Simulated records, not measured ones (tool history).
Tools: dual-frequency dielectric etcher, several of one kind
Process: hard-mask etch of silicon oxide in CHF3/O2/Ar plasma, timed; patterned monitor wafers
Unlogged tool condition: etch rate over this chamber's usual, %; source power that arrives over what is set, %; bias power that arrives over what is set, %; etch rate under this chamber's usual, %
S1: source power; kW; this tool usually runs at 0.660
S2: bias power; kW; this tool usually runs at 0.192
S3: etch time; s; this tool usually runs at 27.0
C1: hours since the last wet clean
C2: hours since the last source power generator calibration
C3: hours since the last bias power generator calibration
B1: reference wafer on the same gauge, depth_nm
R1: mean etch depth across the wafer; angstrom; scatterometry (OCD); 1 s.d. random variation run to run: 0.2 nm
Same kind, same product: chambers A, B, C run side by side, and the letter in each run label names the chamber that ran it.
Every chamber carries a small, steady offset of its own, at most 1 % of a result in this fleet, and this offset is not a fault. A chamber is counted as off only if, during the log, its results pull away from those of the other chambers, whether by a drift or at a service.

{"run": "1B", "hour": 6.0, "S1": 0.66, "S2": 0.192, "S3": 27.0, "C1": 566.3, "C2": 1122.6, "C3": 3382.8, "B1": 57.418, "R1": 562.55}
{"hour": 9.2, "done": "chamber B: wet clean of the chamber"}
{"run": "2C", "hour": 9.4, "S1": 0.66, "S2": 0.192, "S3": 27.0, "C1": 428.2, "C2": 3491.0, "C3": 252.1, "B1": 57.413, "R1": 568.69}
{"run": "3A", "hour": 15.3, "S1": 0.66, "S2": 0.192, "S3": 27.0, "C1": 47.9, "C2": 2905.5, "C3": 2192.1, "B1": 57.361, "R1": 560.54}
{"run": "4A", "hour": 21.0, "S1": 0.66, "S2": 0.192, "S3": 27.0, "C1": 53.6, "C2": 2911.2, "C3": 2197.8, "B1": 57.385, "R1": 562.88}
{"run": "5B", "hour": 26.1, "S1": 0.66, "S2": 0.192, "S3": 27.0, "C1": 17.0, "C2": 1142.7, "C3": 3402.9, "B1": 57.384, "R1": 567.91}
{"run": "6C", "hour": 30.4, "S1": 0.66, "S2": 0.192, "S3": 27.0, "C1": 449.2, "C2": 3512.0, "C3": 273.1, "B1": 57.389, "R1": 567.48}
{"run": "7B", "hour": 36.2, "S1": 0.66, "S2": 0.158, "S3": 27.0, "C1": 27.1, "C2": 1152.8, "C3": 3413.0, "B1": 57.415, "R1": 531.96}
{"run": "8C", "hour": 41.6, "S1": 0.66, "S2": 0.158, "S3": 27.0, "C1": 460.4, "C2": 3523.2, "C3": 284.3, "B1": 57.385, "R1": 532.53}
{"run": "9A", "hour": 47.1, "S1": 0.66, "S2": 0.158, "S3": 27.0, "C1": 79.7, "C2": 2937.3, "C3": 2223.9, "B1": 57.316, "R1": 527.89}
{"run": "10B", "hour": 49.9, "S1": 0.66, "S2": 0.192, "S3": 27.0, "C1": 40.8, "C2": 1166.5, "C3": 3426.7, "B1": 57.373, "R1": 565.32}
{"run": "11C", "hour": 54.9, "S1": 0.66, "S2": 0.192, "S3": 27.0, "C1": 473.7, "C2": 3536.5, "C3": 297.6, "B1": 57.386, "R1": 570.36}
{"run": "12A", "hour": 59.4, "S1": 0.66, "S2": 0.192, "S3": 27.0, "C1": 92.0, "C2": 2949.6, "C3": 2236.2, "B1": 57.377, "R1": 563.14}
{"run": "13B", "hour": 62.4, "S1": 0.66, "S2": 0.192, "S3": 27.0, "C1": 53.3, "C2": 1179.0, "C3": 3439.2, "B1": 57.354, "R1": 564.62}
{"run": "14C", "hour": 66.2, "S1": 0.66, "S2": 0.192, "S3": 22.5, "C1": 485.0, "C2": 3547.8, "C3": 308.9, "B1": 57.413, "R1": 473.17}
{"hour": 67.2, "done": "chamber C: wet clean of the chamber"}
{"run": "15A", "hour": 70.0, "S1": 0.66, "S2": 0.192, "S3": 22.5, "C1": 102.6, "C2": 2960.2, "C3": 2246.8, "B1": 57.405, "R1": 472.52}
{"run": "16B", "hour": 74.9, "S1": 0.66, "S2": 0.192, "S3": 22.5, "C1": 65.8, "C2": 1191.5, "C3": 3451.7, "B1": 57.412, "R1": 471.04}
{"run": "17C", "hour": 78.8, "S1": 0.66, "S2": 0.192, "S3": 27.0, "C1": 11.7, "C2": 3560.4, "C3": 321.5, "B1": 57.377, "R1": 569.79}
{"run": "18A", "hour": 84.3, "S1": 0.66, "S2": 0.192, "S3": 27.0, "C1": 116.9, "C2": 2974.5, "C3": 2261.1, "B1": 57.412, "R1": 564.49}
{"run": "19B", "hour": 86.9, "S1": 0.66, "S2": 0.192, "S3": 27.0, "C1": 77.8, "C2": 1203.5, "C3": 3463.7, "B1": 57.451, "R1": 567.66}
{"run": "20A", "hour": 92.0, "S1": 0.66, "S2": 0.192, "S3": 27.0, "C1": 124.6, "C2": 2982.2, "C3": 2268.8, "B1": 57.394, "R1": 562.14}
{"run": "21C", "hour": 97.6, "S1": 0.66, "S2": 0.192, "S3": 27.0, "C1": 30.5, "C2": 3579.2, "C3": 340.3, "B1": 57.411, "R1": 570.19}
{"run": "22A", "hour": 103.4, "S1": 0.57, "S2": 0.192, "S3": 30.5, "C1": 136.0, "C2": 2993.6, "C3": 2280.2, "B1": 57.455, "R1": 602.48}
{"run": "23B", "hour": 106.7, "S1": 0.57, "S2": 0.192, "S3": 30.5, "C1": 97.6, "C2": 1223.3, "C3": 3483.5, "B1": 57.415, "R1": 602.98}
{"run": "24C", "hour": 109.4, "S1": 0.57, "S2": 0.192, "S3": 30.5, "C1": 42.3, "C2": 3591.0, "C3": 352.1, "B1": 57.423, "R1": 612.83}
{"run": "25A", "hour": 112.2, "S1": 0.66, "S2": 0.192, "S3": 27.0, "C1": 144.8, "C2": 3002.4, "C3": 2289.0, "B1": 57.419, "R1": 564.34}
{"run": "26B", "hour": 117.0, "S1": 0.66, "S2": 0.218, "S3": 34.0, "C1": 107.9, "C2": 1233.6, "C3": 3493.8, "B1": 57.344, "R1": 744.39}
{"run": "27C", "hour": 123.0, "S1": 0.66, "S2": 0.218, "S3": 34.0, "C1": 55.9, "C2": 3604.6, "C3": 365.7, "B1": 57.4, "R1": 747.02}
{"run": "28A", "hour": 127.5, "S1": 0.66, "S2": 0.218, "S3": 34.0, "C1": 160.1, "C2": 3017.7, "C3": 2304.3, "B1": 57.398, "R1": 743.78}
{"run": "29B", "hour": 130.4, "S1": 0.66, "S2": 0.192, "S3": 27.0, "C1": 121.3, "C2": 1247.0, "C3": 3507.2, "B1": 57.351, "R1": 566.07}
{"run": "30C", "hour": 134.2, "S1": 0.54, "S2": 0.192, "S3": 27.0, "C1": 67.1, "C2": 3615.8, "C3": 376.9, "B1": 57.387, "R1": 530.36}
{"run": "31A", "hour": 140.1, "S1": 0.54, "S2": 0.192, "S3": 27.0, "C1": 172.7, "C2": 3030.3, "C3": 2316.9, "B1": 57.38, "R1": 522.39}
{"run": "32B", "hour": 142.7, "S1": 0.54, "S2": 0.192, "S3": 27.0, "C1": 133.6, "C2": 1259.3, "C3": 3519.5, "B1": 57.413, "R1": 519.31}
{"run": "33C", "hour": 146.3, "S1": 0.66, "S2": 0.192, "S3": 27.0, "C1": 79.2, "C2": 3627.9, "C3": 389.0, "B1": 57.403, "R1": 566.18}
{"run": "34B", "hour": 150.8, "S1": 0.75, "S2": 0.192, "S3": 33.0, "C1": 141.7, "C2": 1267.4, "C3": 3527.6, "B1": 57.358, "R1": 720.92}

Predict what each chamber gives when all 3 of them run the settings below next.
{"run": "35A", "hour": 155.2, "S1": 0.66, "S2": 0.23, "S3": 27.0, "R1": "?"}
{"run": "35B", "hour": 155.2, "S1": 0.66, "S2": 0.23, "S3": 27.0, "R1": "?"}
{"run": "35C", "hour": 155.2, "S1": 0.66, "S2": 0.23, "S3": 27.0, "R1": "?"}

run=35A R1=603.64
run=35B R1=602.61
run=35C R1=608.36

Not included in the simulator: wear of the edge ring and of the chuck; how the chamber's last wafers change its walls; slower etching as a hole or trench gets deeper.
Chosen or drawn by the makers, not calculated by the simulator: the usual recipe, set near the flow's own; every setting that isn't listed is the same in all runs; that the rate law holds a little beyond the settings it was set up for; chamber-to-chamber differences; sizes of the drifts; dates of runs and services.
